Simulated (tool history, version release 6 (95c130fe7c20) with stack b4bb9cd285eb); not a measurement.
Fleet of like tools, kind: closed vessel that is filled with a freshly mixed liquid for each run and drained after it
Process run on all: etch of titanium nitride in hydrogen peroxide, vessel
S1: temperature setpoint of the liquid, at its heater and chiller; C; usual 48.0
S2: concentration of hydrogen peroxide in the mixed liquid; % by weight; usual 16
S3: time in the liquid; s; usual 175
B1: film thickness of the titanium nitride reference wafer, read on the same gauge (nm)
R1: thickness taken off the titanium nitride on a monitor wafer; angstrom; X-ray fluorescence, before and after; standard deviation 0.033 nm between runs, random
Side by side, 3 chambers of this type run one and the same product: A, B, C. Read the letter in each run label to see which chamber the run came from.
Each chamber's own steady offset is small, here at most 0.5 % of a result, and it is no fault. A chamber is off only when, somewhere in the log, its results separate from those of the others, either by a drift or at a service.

{"run": "1A", "hour": 9.9, "S1": 48.0, "S2": 16, "S3": 175, "B1": 110.0, "R1": 79.456}
{"run": "2C", "hour": 14.6, "S1": 48.0, "S2": 16, "S3": 175, "B1": 109.98, "R1": 78.817}
{"hour": 18.2, "done": "chamber A: new drum of peroxide connected"}
{"run": "3B", "hour": 21.7, "S1": 48.0, "S2": 16, "S3": 175, "B1": 110.0, "R1": 78.476}
{"run": "4A", "hour": 30.2, "S1": 48.0, "S2": 16, "S3": 175, "B1": 110.01, "R1": 79.992}
{"run": "5C", "hour": 34.7, "S1": 48.0, "S2": 16, "S3": 215, "B1": 110.01, "R1": 97.404}
{"run": "6B", "hour": 40.2, "S1": 48.0, "S2": 16, "S3": 215, "B1": 110.01, "R1": 97.651}
{"run": "7B", "hour": 46.2, "S1": 48.0, "S2": 16, "S3": 215, "B1": 109.99, "R1": 96.984}
{"run": "8C", "hour": 54.3, "S1": 48.0, "S2": 16, "S3": 175, "B1": 110.02, "R1": 78.785}
{"run": "9A", "hour": 61.1, "S1": 48.0, "S2": 16, "S3": 175, "B1": 109.99, "R1": 79.249}
{"run": "10C", "hour": 68.5, "S1": 48.0, "S2": 16, "S3": 175, "B1": 110.0, "R1": 79.231}
{"run": "11A", "hour": 77.4, "S1": 52.5, "S2": 16, "S3": 135, "B1": 110.0, "R1": 85.777}
{"run": "12B", "hour": 87.2, "S1": 52.5, "S2": 16, "S3": 135, "B1": 110.0, "R1": 84.12}
{"run": "13A", "hour": 96.7, "S1": 52.5, "S2": 16, "S3": 135, "B1": 109.99, "R1": 84.891}
{"run": "14B", "hour": 104.9, "S1": 48.0, "S2": 16, "S3": 175, "B1": 110.01, "R1": 79.52}
{"run": "15C", "hour": 114.3, "S1": 48.0, "S2": 16, "S3": 175, "B1": 110.0, "R1": 79.061}
{"run": "16B", "hour": 122.5, "S1": 48.0, "S2": 16, "S3": 175, "B1": 110.0, "R1": 78.864}
{"run": "17C", "hour": 130.6, "S1": 48.0, "S2": 16, "S3": 175, "B1": 110.01, "R1": 79.291}
{"run": "18A", "hour": 138.3, "S1": 48.0, "S2": 16, "S3": 175, "B1": 110.0, "R1": 79.184}
{"run": "19C", "hour": 145.3, "S1": 48.0, "S2": 16, "S3": 175, "B1": 110.0, "R1": 79.668}
{"run": "20B", "hour": 149.7, "S1": 48.0, "S2": 16, "S3": 175, "B1": 110.03, "R1": 79.659}
{"run": "21A", "hour": 159.2, "S1": 48.0, "S2": 16, "S3": 175, "B1": 110.0, "R1": 79.86}
{"run": "22C", "hour": 168.7, "S1": 48.0, "S2": 16, "S3": 175, "B1": 110.0, "R1": 78.723}
{"run": "23B", "hour": 173.5, "S1": 48.0, "S2": 16, "S3": 175, "B1": 110.0, "R1": 79.222}
{"run": "24A", "hour": 179.5, "S1": 48.0, "S2": 16, "S3": 175, "B1": 109.99, "R1": 79.376}
{"run": "25B", "hour": 187.8, "S1": 48.0, "S2": 16, "S3": 175, "B1": 109.98, "R1": 79.239}
{"run": "26A", "hour": 192.6, "S1": 48.0, "S2": 16, "S3": 175, "B1": 110.02, "R1": 79.679}
{"run": "27C", "hour": 201.3, "S1": 48.0, "S2": 16, "S3": 175, "B1": 109.98, "R1": 79.009}
{"hour": 202.3, "done": "chamber C: peroxide flow meter replaced"}
{"run": "28B", "hour": 209.0, "S1": 48.0, "S2": 16, "S3": 175, "B1": 109.97, "R1": 78.36}
{"run": "29C", "hour": 213.8, "S1": 39.0, "S2": 16, "S3": 265, "B1": 109.98, "R1": 59.896}

What goes on in this fleet: one chamber off, a drifting gauge, or nothing beyond the chambers' own small offsets? Name the chamber and the cause, if any.

Nothing is wrong: each chamber keeps only its own small, steady offset and the gauge holds still.
